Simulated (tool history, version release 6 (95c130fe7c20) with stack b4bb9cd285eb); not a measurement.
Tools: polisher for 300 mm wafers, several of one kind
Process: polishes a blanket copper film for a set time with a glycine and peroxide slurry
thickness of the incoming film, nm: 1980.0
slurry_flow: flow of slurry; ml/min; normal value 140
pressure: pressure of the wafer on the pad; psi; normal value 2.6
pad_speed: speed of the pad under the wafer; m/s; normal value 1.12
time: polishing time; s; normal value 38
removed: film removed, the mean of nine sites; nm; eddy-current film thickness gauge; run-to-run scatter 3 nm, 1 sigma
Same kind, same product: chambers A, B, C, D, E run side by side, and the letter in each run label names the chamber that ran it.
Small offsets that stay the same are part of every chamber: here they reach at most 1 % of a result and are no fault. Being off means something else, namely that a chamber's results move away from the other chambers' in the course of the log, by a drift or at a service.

| run | hour | slurry_flow | pressure | pad_speed | time | wafers polished on this pad | hours since the slurry nozzle was cleaned | hours since the head pressure was calibrated | removed |
|---|---|---|---|---|---|---|---|---|---|
|  | 8.6 | chamber A: worn pad replaced by a new one |
| 1C | 8.6 | 140 | 2.6 | 1.12 | 38 | 546 | 471.8 | 19.4 | 203.54 |
| 2D | 19.8 | 140 | 2.6 | 1.12 | 38 | 257 | 590.4 | 427.9 | 209.95 |
| 3E | 31.6 | 140 | 2.6 | 1.12 | 38 | 327 | 42.8 | 235.5 | 200.99 |
| 4B | 42.9 | 140 | 2.6 | 1.12 | 38 | 435 | 238.7 | 277.6 | 206.45 |
| 5A | 49.8 | 140 | 2.6 | 1.12 | 38 | 291 | 570.8 | 761.6 | 209.83 |
|  | 50.9 | chamber B: worn pad replaced by a new one |
| 6A | 60 | 140 | 2.6 | 1.12 | 38 | 363 | 581 | 771.8 | 205.16 |
| 7E | 66.2 | 140 | 2.6 | 1.12 | 38 | 571 | 77.4 | 270.1 | 206.45 |
| 8C | 73.9 | 140 | 2.6 | 1.12 | 38 | 1008 | 537.1 | 84.7 | 202.18 |
| 9B | 83.4 | 140 | 2.9 | 1.12 | 28 | 230 | 279.2 | 318.1 | 168.77 |
| 10D | 93.6 | 140 | 2.9 | 1.12 | 28 | 779 | 664.2 | 501.7 | 167.18 |
|  | 98.4 | chamber D: worn pad replaced by a new one |
| 11C | 99.5 | 140 | 2.9 | 1.12 | 28 | 1189 | 562.7 | 110.3 | 165.44 |
|  | 104.2 | chamber E: worn pad replaced by a new one |
| 12A | 110.2 | 140 | 2.9 | 1.12 | 28 | 719 | 631.2 | 822 | 164.85 |
|  | 113.1 | chamber C: worn pad replaced by a new one |
| 13B | 122 | 140 | 2.9 | 1.12 | 28 | 503 | 317.8 | 356.7 | 166.82 |
|  | 125.3 | chamber B: worn pad replaced by a new one |
| 14E | 128.4 | 140 | 2.6 | 1.12 | 38 | 171 | 139.6 | 332.3 | 206.96 |
| 15D | 137.4 | 140 | 2.6 | 1.12 | 38 | 276 | 708 | 545.5 | 209.46 |
|  | 137.8 | chamber E: head pressure recalibrated |
| 16A | 142.8 | 140 | 2.6 | 1.12 | 38 | 949 | 663.8 | 854.6 | 203.14 |
| 17C | 153.2 | 140 | 2.6 | 1.12 | 38 | 284 | 616.4 | 164 | 206.02 |
|  | 161.3 | chamber D: slurry nozzle cleaned |
| 18D | 162.7 | 140 | 2.6 | 1.12 | 38 | 455 | 1.5 | 570.8 | 201.93 |
| 19B | 169.7 | 140 | 2.6 | 1.12 | 38 | 314 | 365.5 | 404.4 | 201.07 |
| 20E | 176.6 | 140 | 2.6 | 1.12 | 38 | 513 | 187.8 | 38.8 | 205.46 |
|  | 177.4 | chamber C: slurry nozzle cleaned |
| 21A | 184 | 140 | 2.6 | 1.12 | 33 | 1241 | 705 | 895.8 | 174.94 |
| 22B | 194 | 140 | 2.6 | 1.12 | 33 | 486 | 389.8 | 428.7 | 177.77 |
|  | 202.9 | chamber A: worn pad replaced by a new one |
| 23E | 202.9 | 140 | 2.6 | 1.12 | 33 | 699 | 214.1 | 65.1 | 175.29 |
|  | 209.8 | chamber B: worn pad replaced by a new one |
| 24D | 213.5 | 140 | 2.6 | 1.12 | 33 | 814 | 52.3 | 621.6 | 176.52 |
| 25C | 221.5 | 140 | 2.6 | 1.12 | 33 | 767 | 44.1 | 232.3 | 176.15 |
|  | 228.1 | chamber D: worn pad replaced by a new one |
| 26A | 229.3 | 140 | 2.6 | 1.12 | 38 | 187 | 750.3 | 941.1 | 208.27 |
|  | 230 | chamber E: worn pad replaced by a new one |
| 27D | 237.7 | 140 | 2.6 | 1.12 | 38 | 68 | 76.5 | 645.8 | 205.88 |
| 28B | 246 | 140 | 2.6 | 1.12 | 38 | 256 | 441.8 | 480.7 | 204.16 |
| 29C | 254.1 | 140 | 2.6 | 1.3 | 38 | 998 | 76.7 | 264.9 | 230.78 |
| 30E | 259.7 | 140 | 2.6 | 1.3 | 38 | 210 | 270.9 | 121.9 | 232.05 |
| 31B | 264.9 | 140 | 2.6 | 1.3 | 38 | 390 | 460.7 | 499.6 | 240.2 |
| 32A | 276.2 | 140 | 2.6 | 1.3 | 38 | 519 | 797.2 | 988 | 230.47 |

One chamber off, gauge drift, or nothing amiss beyond the chambers' own small offsets? If it is a chamber, which one, and what is the likeliest cause?

All chambers stay in line apart from their small fixed offsets, and the gauge does not drift.
